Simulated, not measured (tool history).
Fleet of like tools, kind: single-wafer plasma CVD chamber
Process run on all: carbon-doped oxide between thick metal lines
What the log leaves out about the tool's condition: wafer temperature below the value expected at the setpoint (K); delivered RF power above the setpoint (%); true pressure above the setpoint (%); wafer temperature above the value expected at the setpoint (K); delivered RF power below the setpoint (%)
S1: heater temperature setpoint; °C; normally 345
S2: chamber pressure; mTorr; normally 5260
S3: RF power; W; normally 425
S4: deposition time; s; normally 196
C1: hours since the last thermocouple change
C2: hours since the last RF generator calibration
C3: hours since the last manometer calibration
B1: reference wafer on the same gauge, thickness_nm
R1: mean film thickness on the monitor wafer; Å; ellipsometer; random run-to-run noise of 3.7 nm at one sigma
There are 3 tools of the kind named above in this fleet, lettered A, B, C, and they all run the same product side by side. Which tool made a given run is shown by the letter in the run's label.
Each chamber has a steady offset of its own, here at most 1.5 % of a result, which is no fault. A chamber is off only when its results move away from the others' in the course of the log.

-- hour=0.8 chamber A: capacitance manometer re-zeroed and calibrated
run 1A hour=4.6 | S1=345 S2=5260 S3=425 S4=196 | C1=1235.6 C2=350.4 C3=3.8 | B1=978.15 | R1=9026.4
run 2B hour=7.2 | S1=345 S2=5260 S3=425 S4=196 | C1=254.3 C2=537.4 C3=340.9 | B1=977.94 | R1=9138.5
run 3C hour=10.7 | S1=345 S2=5260 S3=425 S4=196 | C1=59.7 C2=132.4 C3=1215.6 | B1=976.58 | R1=8998
run 4A hour=13.4 | S1=345 S2=5260 S3=425 S4=196 | C1=1244.4 C2=359.2 C3=12.6 | B1=977.62 | R1=9010.4
run 5B hour=18.3 | S1=345 S2=5260 S3=425 S4=196 | C1=265.4 C2=548.5 C3=352 | B1=978.37 | R1=9110.7
run 6C hour=23.2 | S1=345 S2=5260 S3=425 S4=196 | C1=72.2 C2=144.9 C3=1228.1 | B1=977.34 | R1=9011.8
run 7C hour=28.1 | S1=345 S2=5260 S3=425 S4=196 | C1=77.1 C2=149.8 C3=1233 | B1=978.95 | R1=9049
run 8A hour=31.7 | S1=345 S2=6520 S3=425 S4=196 | C1=1262.7 C2=377.5 C3=30.9 | B1=977.56 | R1=9276.5
run 9B hour=36.1 | S1=345 S2=6520 S3=425 S4=196 | C1=283.2 C2=566.3 C3=369.8 | B1=978.48 | R1=9403.4
run 10A hour=40.9 | S1=345 S2=6520 S3=425 S4=196 | C1=1271.9 C2=386.7 C3=40.1 | B1=978.14 | R1=9280.5
run 11C hour=45.4 | S1=345 S2=5260 S3=425 S4=196 | C1=94.4 C2=167.1 C3=1250.3 | B1=977.84 | R1=9057.8
run 12B hour=48.4 | S1=345 S2=5260 S3=425 S4=196 | C1=295.5 C2=578.6 C3=382.1 | B1=978.29 | R1=9146.3
run 13B hour=51.5 | S1=345 S2=5260 S3=425 S4=196 | C1=298.6 C2=581.7 C3=385.2 | B1=978.29 | R1=9131.5
run 14C hour=56.7 | S1=345 S2=5260 S3=425 S4=196 | C1=105.7 C2=178.4 C3=1261.6 | B1=977.7 | R1=9035.9
run 15A hour=60 | S1=345 S2=5260 S3=425 S4=196 | C1=1291 C2=405.8 C3=59.2 | B1=978.29 | R1=9009.5
run 16A hour=65.2 | S1=345 S2=5260 S3=425 S4=196 | C1=1296.2 C2=411 C3=64.4 | B1=977.5 | R1=9045
run 17B hour=68.3 | S1=345 S2=5260 S3=425 S4=196 | C1=315.4 C2=598.5 C3=402 | B1=978.25 | R1=9131.6
run 18C hour=71.1 | S1=345 S2=5260 S3=425 S4=196 | C1=120.1 C2=192.8 C3=1276 | B1=977.79 | R1=9018.2
run 19B hour=75.8 | S1=345 S2=5260 S3=425 S4=196 | C1=322.9 C2=606 C3=409.5 | B1=978.25 | R1=9192
run 20A hour=79.6 | S1=345 S2=5260 S3=425 S4=196 | C1=1310.6 C2=425.4 C3=78.8 | B1=977.69 | R1=8973
run 21C hour=84.5 | S1=345 S2=5260 S3=425 S4=196 | C1=133.5 C2=206.2 C3=1289.4 | B1=978.4 | R1=9025.5
run 22C hour=87 | S1=345 S2=5260 S3=425 S4=196 | C1=136 C2=208.7 C3=1291.9 | B1=977.88 | R1=9097.5
run 23B hour=91.1 | S1=345 S2=5260 S3=425 S4=196 | C1=338.2 C2=621.3 C3=424.8 | B1=977.31 | R1=9099.8
run 24A hour=96.1 | S1=345 S2=5260 S3=425 S4=196 | C1=1327.1 C2=441.9 C3=95.3 | B1=978.18 | R1=9071.6
run 25A hour=99.1 | S1=345 S2=5260 S3=425 S4=223 | C1=1330.1 C2=444.9 C3=98.3 | B1=978.59 | R1=10306
run 26B hour=102 | S1=345 S2=5260 S3=425 S4=223 | C1=349.1 C2=632.2 C3=435.7 | B1=979.07 | R1=10443
run 27C hour=105.3 | S1=345 S2=5260 S3=425 S4=223 | C1=154.3 C2=227 C3=1310.2 | B1=978.44 | R1=10270
run 28C hour=110.2 | S1=345 S2=5260 S3=425 S4=196 | C1=159.2 C2=231.9 C3=1315.1 | B1=977.6 | R1=8989.9
run 29A hour=114.3 | S1=345 S2=5260 S3=425 S4=196 | C1=1345.3 C2=460.1 C3=113.5 | B1=977.65 | R1=9059.7
run 30B hour=117.5 | S1=345 S2=5260 S3=425 S4=196 | C1=364.6 C2=647.7 C3=451.2 | B1=978.61 | R1=9211.4
run 31A hour=120.3 | S1=345 S2=5260 S3=425 S4=196 | C1=1351.3 C2=466.1 C3=119.5 | B1=977.85 | R1=9068.8
run 32C hour=123.7 | S1=345 S2=5260 S3=425 S4=196 | C1=172.7 C2=245.4 C3=1328.6 | B1=977.82 | R1=9051.3
run 33B hour=128.7 | S1=345 S2=5260 S3=425 S4=196 | C1=375.8 C2=658.9 C3=462.4 | B1=978.73 | R1=9126.8
run 34C hour=133.7 | S1=345 S2=5260 S3=425 S4=196 | C1=182.7 C2=255.4 C3=1338.6 | B1=978.1 | R1=9069.4
run 35A hour=138.3 | S1=345 S2=5260 S3=425 S4=196 | C1=1369.3 C2=484.1 C3=137.5 | B1=978.06 | R1=9012.8
run 36B hour=141.8 | S1=345 S2=5260 S3=425 S4=196 | C1=388.9 C2=672 C3=475.5 | B1=979.31 | R1=9193.1
run 37C hour=145.1 | S1=345 S2=5260 S3=375 S4=196 | C1=194.1 C2=266.8 C3=1350 | B1=976.95 | R1=8274.8
run 38A hour=149.8 | S1=345 S2=5260 S3=375 S4=196 | C1=1380.8 C2=495.6 C3=149 | B1=977.02 | R1=8273.9
run 39B hour=154.1 | S1=345 S2=5260 S3=375 S4=196 | C1=401.2 C2=684.3 C3=487.8 | B1=977.47 | R1=8347.3
run 40A hour=157.9 | S1=345 S2=5260 S3=425 S4=196 | C1=1388.9 C2=503.7 C3=157.1 | B1=977.9 | R1=9028.1
run 41B hour=161.4 | S1=351 S2=5260 S3=375 S4=196 | C1=408.5 C2=691.6 C3=495.1 | B1=978.06 | R1=8190.2
run 42C hour=166.3 | S1=351 S2=5260 S3=375 S4=196 | C1=215.3 C2=288 C3=1371.2 | B1=978.82 | R1=8143.4
run 43B hour=171.7 | S1=351 S2=5260 S3=375 S4=196 | C1=418.8 C2=701.9 C3=505.4 | B1=978.41 | R1=8256.9

What goes on in this fleet: one chamber off, a drifting gauge, or nothing beyond the chambers' own small offsets? Name the chamber and the cause, if any.

No chamber is off and the gauge is stable; the differences are just each chamber's small, constant offset.
